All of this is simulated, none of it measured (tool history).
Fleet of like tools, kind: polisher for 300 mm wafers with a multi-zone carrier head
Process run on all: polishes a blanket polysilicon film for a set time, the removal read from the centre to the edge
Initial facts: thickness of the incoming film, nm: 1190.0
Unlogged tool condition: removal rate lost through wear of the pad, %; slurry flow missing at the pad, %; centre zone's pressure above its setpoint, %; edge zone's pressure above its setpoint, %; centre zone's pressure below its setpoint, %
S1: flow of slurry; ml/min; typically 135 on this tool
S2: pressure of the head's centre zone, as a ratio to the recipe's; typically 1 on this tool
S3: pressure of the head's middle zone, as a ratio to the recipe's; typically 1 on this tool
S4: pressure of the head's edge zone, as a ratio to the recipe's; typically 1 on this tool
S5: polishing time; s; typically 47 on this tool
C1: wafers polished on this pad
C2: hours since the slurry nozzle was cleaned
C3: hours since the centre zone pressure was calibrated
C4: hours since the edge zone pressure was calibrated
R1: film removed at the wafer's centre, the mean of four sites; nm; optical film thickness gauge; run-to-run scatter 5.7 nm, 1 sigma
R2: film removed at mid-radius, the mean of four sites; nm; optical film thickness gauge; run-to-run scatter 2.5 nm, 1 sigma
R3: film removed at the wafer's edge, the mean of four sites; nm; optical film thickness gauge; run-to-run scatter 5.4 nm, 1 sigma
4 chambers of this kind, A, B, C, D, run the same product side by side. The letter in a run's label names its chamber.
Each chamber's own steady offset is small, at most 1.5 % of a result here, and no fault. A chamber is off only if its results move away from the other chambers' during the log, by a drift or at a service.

-- hour=11.4 chamber B: worn pad replaced by a new one
run 1D hour=11.6 | S1=135 S2=1 S3=1 S4=1 S5=47 | C1=176 C2=250.3 C3=93.9 C4=162.9 | R1=398.36 R2=406.64 R3=398.18
run 2C hour=19.4 | S1=135 S2=1 S3=1 S4=1 S5=47 | C1=262 C2=74.3 C3=629.3 C4=164.2 | R1=420.9 R2=407.63 R3=416.77
-- hour=20.4 chamber A: edge zone pressure recalibrated
run 3A hour=34.6 | S1=135 S2=1 S3=1 S4=1 S5=47 | C1=518 C2=345.3 C3=108.4 C4=14.3 | R1=401.06 R2=402.7 R3=413.27
-- hour=46.7 chamber B: edge zone pressure recalibrated
run 4B hour=47.9 | S1=135 S2=1 S3=1 S4=1 S5=47 | C1=244 C2=207.3 C3=80.3 C4=1.3 | R1=396.84 R2=408.29 R3=414.67
run 5A hour=56.1 | S1=135 S2=1 S3=1 S4=1 S5=47 | C1=662 C2=366.8 C3=129.9 C4=35.8 | R1=394.73 R2=404.28 R3=407.69
run 6D hour=66.3 | S1=135 S2=1 S3=1 S4=1 S5=47 | C1=542 C2=305 C3=148.6 C4=217.6 | R1=411.43 R2=409.76 R3=403.82
run 7C hour=76.8 | S1=135 S2=1 S3=1 S4=1 S5=47 | C1=646 C2=131.7 C3=686.7 C4=221.6 | R1=413.95 R2=403.61 R3=409.48
run 8B hour=86.8 | S1=135 S2=1 S3=1 S4=1 S5=47 | C1=504 C2=246.2 C3=119.2 C4=40.2 | R1=399.26 R2=408.8 R3=414.83
-- hour=87.6 chamber C: worn pad replaced by a new one
-- hour=93.3 chamber D: worn pad replaced by a new one
-- hour=96.1 chamber B: worn pad replaced by a new one
run 9B hour=100.5 | S1=135 S2=1 S3=1 S4=1 S5=47 | C1=29 C2=259.9 C3=132.9 C4=53.9 | R1=415.03 R2=405.98 R3=411.02
run 10A hour=114.3 | S1=135 S2=1 S3=1 S4=1 S5=47 | C1=1051 C2=425 C3=188.1 C4=94 | R1=396.79 R2=393.17 R3=395.24
run 11D hour=127.1 | S1=135 S2=1 S3=1 S4=1 S5=47 | C1=226 C2=365.8 C3=209.4 C4=278.4 | R1=407.74 R2=409.42 R3=403.17
run 12C hour=133.9 | S1=135 S2=1 S3=1 S4=1 S5=47 | C1=309 C2=188.8 C3=743.8 C4=278.7 | R1=410.36 R2=401.52 R3=411.96
run 13D hour=141.4 | S1=135 S2=1 S3=1 S4=1 S5=47 | C1=321 C2=380.1 C3=223.7 C4=292.7 | R1=407.96 R2=409.61 R3=411.2
run 14B hour=151.3 | S1=135 S2=1 S3=1 S4=1 S5=47 | C1=369 C2=310.7 C3=183.7 C4=104.7 | R1=405.81 R2=410.2 R3=414.18
run 15A hour=163.5 | S1=135 S2=1 S3=1 S4=1 S5=47 | C1=1380 C2=474.2 C3=237.3 C4=143.2 | R1=393.22 R2=382.13 R3=378.72
run 16C hour=175.2 | S1=135 S2=1 S3=1 S4=1 S5=47 | C1=585 C2=230.1 C3=785.1 C4=320 | R1=413.25 R2=403.54 R3=409.33
-- hour=182.4 chamber D: worn pad replaced by a new one
-- hour=185.4 chamber B: worn pad replaced by a new one
run 17B hour=188.1 | S1=135 S2=1 S3=1 S4=1 S5=47 | C1=18 C2=347.5 C3=220.5 C4=141.5 | R1=405.92 R2=405.61 R3=411.1
run 18A hour=197.9 | S1=135 S2=1 S3=1 S4=1 S5=47 | C1=1610 C2=508.6 C3=271.7 C4=177.6 | R1=385.01 R2=377.28 R3=370.44
run 19D hour=212.2 | S1=135 S2=0.95 S3=1 S4=0.89 S5=47 | C1=199 C2=450.9 C3=294.5 C4=363.5 | R1=390.3 R2=405.07 R3=381.17
-- hour=221.1 chamber C: edge zone pressure recalibrated
-- hour=221.8 chamber C: worn pad replaced by a new one
run 20C hour=223.1 | S1=135 S2=0.95 S3=1 S4=0.89 S5=47 | C1=9 C2=278 C3=833 C4=2 | R1=389.9 R2=413.38 R3=383.81
-- hour=231.1 chamber A: slurry nozzle cleaned
run 21C hour=232.4 | S1=135 S2=0.95 S3=1 S4=0.89 S5=47 | C1=71 C2=287.3 C3=842.3 C4=11.3 | R1=388.19 R2=402.77 R3=377.78
-- hour=245.8 chamber C: slurry nozzle cleaned
run 22A hour=246.4 | S1=135 S2=0.95 S3=1 S4=0.89 S5=47 | C1=1935 C2=15.4 C3=320.2 C4=226.1 | R1=349.8 R2=375.26 R3=350.46
run 23D hour=254 | S1=135 S2=1 S3=1 S4=1 S5=47 | C1=479 C2=492.7 C3=336.3 C4=405.3 | R1=417.45 R2=410.24 R3=412.78
-- hour=261.5 chamber B: worn pad replaced by a new one
run 24B hour=263.5 | S1=135 S2=1 S3=1 S4=1 S5=47 | C1=13 C2=422.9 C3=295.9 C4=216.9 | R1=404.46 R2=408.05 R3=415.86
-- hour=269.2 chamber C: centre zone pressure recalibrated
run 25A hour=274.5 | S1=95 S2=1 S3=1.09 S4=1 S5=47 | C1=2122 C2=43.5 C3=348.3 C4=254.2 | R1=330.67 R2=365.54 R3=346.49
run 26C hour=283 | S1=95 S2=1 S3=1.09 S4=1 S5=47 | C1=409 C2=37.3 C3=13.9 C4=61.9 | R1=371.83 R2=399.93 R3=380.01
run 27D hour=292 | S1=95 S2=1 S3=1.09 S4=1 S5=47 | C1=733 C2=530.7 C3=374.3 C4=443.3 | R1=366.35 R2=405.11 R3=390.62

Next, every chamber runs the same settings. What will each give?
run 28A hour=303.2 | S1=135 S2=1 S3=1 S4=0.91 S5=47 | R1=? R2=? R3=?
run 28B hour=303.2 | S1=135 S2=1 S3=1 S4=0.91 S5=47 | R1=? R2=? R3=?
run 28C hour=303.2 | S1=135 S2=1 S3=1 S4=0.91 S5=47 | R1=? R2=? R3=?
run 28D hour=303.2 | S1=135 S2=1 S3=1 S4=0.91 S5=47 | R1=? R2=? R3=?

run=28A R1=365.73 R2=367.09 R3=350.4
run=28B R1=401.54 R2=410.02 R3=391.22
run=28C R1=418.49 R2=405.67 R3=383.77
run=28D R1=411.22 R2=408.12 R3=393.85
